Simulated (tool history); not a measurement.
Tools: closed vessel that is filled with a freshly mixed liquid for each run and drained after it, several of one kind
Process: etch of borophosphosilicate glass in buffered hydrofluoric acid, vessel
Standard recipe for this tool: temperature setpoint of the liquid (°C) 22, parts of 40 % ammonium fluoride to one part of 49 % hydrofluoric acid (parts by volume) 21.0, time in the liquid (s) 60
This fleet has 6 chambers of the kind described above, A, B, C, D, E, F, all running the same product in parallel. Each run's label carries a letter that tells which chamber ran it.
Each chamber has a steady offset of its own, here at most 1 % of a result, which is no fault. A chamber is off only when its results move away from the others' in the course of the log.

| run | hour | temperature setpoint of the liquid (°C) | parts of 40 % ammonium fluoride to one part of 49 % hydrofluoric acid (parts by volume) | time in the liquid (s) | hours since the thermometer was replaced | hours since the hydrofluoric acid flow meter was replaced | read-back film thickness of the borophosphosilicate glass reference wafer, read on the same gauge (nm) | thickness taken off the borophosphosilicate glass on a monitor wafer (Å) |
|---|---|---|---|---|---|---|---|---|
| 1C | 8.3 | 22 | 21.0 | 60 | 1135.3 | 265.0 | 30.016 | 935.01 |
| 2F | 19.9 | 22 | 21.0 | 60 | 850.3 | 555.6 | 30.041 | 913.89 |
| 3A | 28.9 | 22 | 21.0 | 60 | 1588.1 | 263.9 | 29.994 | 945.23 |
| 4B | 41.3 | 22 | 21.0 | 60 | 811.5 | 498.4 | 30.010 | 935.25 |
| 5E | 48.4 | 24 | 21.0 | 60 | 1110.3 | 2047.9 | 30.017 | 1058.50 |
| 6D | 60.1 | 24 | 21.0 | 60 | 751.7 | 607.1 | 29.997 | 1029.20 |
| 7B | 72.8 | 24 | 21.0 | 60 | 843.0 | 529.9 | 30.028 | 1049.30 |
| 8E | 84.4 | 24 | 21.0 | 60 | 1146.3 | 2083.9 | 30.006 | 1034.30 |
| 9F | 91.0 | 24 | 21.0 | 60 | 921.4 | 626.7 | 29.979 | 1046.10 |
|  | 100.9 | chamber C: thermometer replaced |
| 10D | 102.9 | 24 | 21.0 | 60 | 794.5 | 649.9 | 29.994 | 1063.10 |
|  | 111.9 | chamber F: thermometer replaced |
| 11C | 112.3 | 22 | 21.0 | 60 | 11.5 | 369.0 | 29.995 | 936.40 |
| 12A | 119.8 | 22 | 13.5 | 60 | 1679.0 | 354.8 | 30.007 | 1443.40 |
| 13D | 127.2 | 22 | 13.5 | 60 | 818.8 | 674.2 | 29.986 | 1475.30 |
| 14E | 134.6 | 22 | 13.5 | 60 | 1196.5 | 2134.1 | 30.030 | 1431.10 |
|  | 141.7 | chamber C: hydrofluoric acid flow meter replaced |
| 15C | 143.7 | 22 | 13.5 | 60 | 42.9 | 2.1 | 30.008 | 1445.10 |
| 16A | 149.6 | 22 | 13.5 | 60 | 1708.8 | 384.6 | 29.978 | 1437.30 |
| 17F | 162.6 | 22 | 13.5 | 60 | 50.7 | 698.3 | 29.989 | 1389.10 |
| 18B | 172.9 | 22 | 21.0 | 60 | 943.1 | 630.0 | 30.022 | 922.68 |
|  | 174.5 | chamber E: hydrofluoric acid flow meter replaced |
| 19D | 182.6 | 22 | 21.0 | 60 | 874.2 | 729.6 | 30.023 | 977.32 |
| 20B | 189.0 | 22 | 21.0 | 60 | 959.2 | 646.1 | 30.004 | 940.22 |
| 21A | 198.0 | 22 | 21.0 | 60 | 1757.2 | 433.0 | 30.018 | 924.37 |
| 22C | 210.2 | 22 | 21.0 | 60 | 109.4 | 68.6 | 29.960 | 923.38 |
| 23E | 220.7 | 22 | 21.0 | 60 | 1282.6 | 46.2 | 29.980 | 939.14 |
| 24F | 233.2 | 22 | 21.0 | 60 | 121.3 | 768.9 | 30.037 | 939.05 |
| 25D | 239.7 | 22 | 21.0 | 60 | 931.3 | 786.7 | 30.005 | 1000.60 |
| 26E | 247.3 | 22 | 21.0 | 60 | 1309.2 | 72.8 | 29.967 | 935.92 |
| 27A | 254.7 | 22 | 21.0 | 75 | 1813.9 | 489.7 | 29.989 | 1171.90 |
| 28B | 263.5 | 22 | 21.0 | 75 | 1033.7 | 720.6 | 30.029 | 1194.10 |
| 29C | 272.9 | 22 | 21.0 | 75 | 172.1 | 131.3 | 30.000 | 1163.80 |
| 30F | 283.6 | 22 | 21.0 | 75 | 171.7 | 819.3 | 30.018 | 1157.80 |
| 31B | 295.5 | 22 | 21.0 | 75 | 1065.7 | 752.6 | 29.997 | 1164.90 |
| 32C | 305.3 | 22 | 21.0 | 75 | 204.5 | 163.7 | 29.992 | 1188.70 |
| 33E | 311.9 | 22 | 21.0 | 60 | 1373.8 | 137.4 | 30.006 | 937.75 |
| 34D | 318.1 | 22 | 16.5 | 85 | 1009.7 | 865.1 | 30.004 | 1791.40 |
| 35A | 324.7 | 22 | 16.5 | 85 | 1883.9 | 559.7 | 30.026 | 1658.60 |
| 36F | 330.6 | 22 | 16.5 | 85 | 218.7 | 866.3 | 29.995 | 1622.00 |

All 6 chambers run these settings next. Forecast each chamber's results:
| 37A | 339.9 | 22 | 21.0 | 60 |  |  |  | ? |
| 37B | 339.9 | 22 | 21.0 | 60 |  |  |  | ? |
| 37C | 339.9 | 22 | 21.0 | 60 |  |  |  | ? |
| 37D | 339.9 | 22 | 21.0 | 60 |  |  |  | ? |
| 37E | 339.9 | 22 | 21.0 | 60 |  |  |  | ? |
| 37F | 339.9 | 22 | 21.0 | 60 |  |  |  | ? |

| run | thickness taken off the borophosphosilicate glass on a monitor wafer (Å) |
|---|---|
| 37A | 941.76 |
| 37B | 941.74 |
| 37C | 926.50 |
| 37D | 1039.20 |
| 37E | 931.80 |
| 37F | 932.32 |
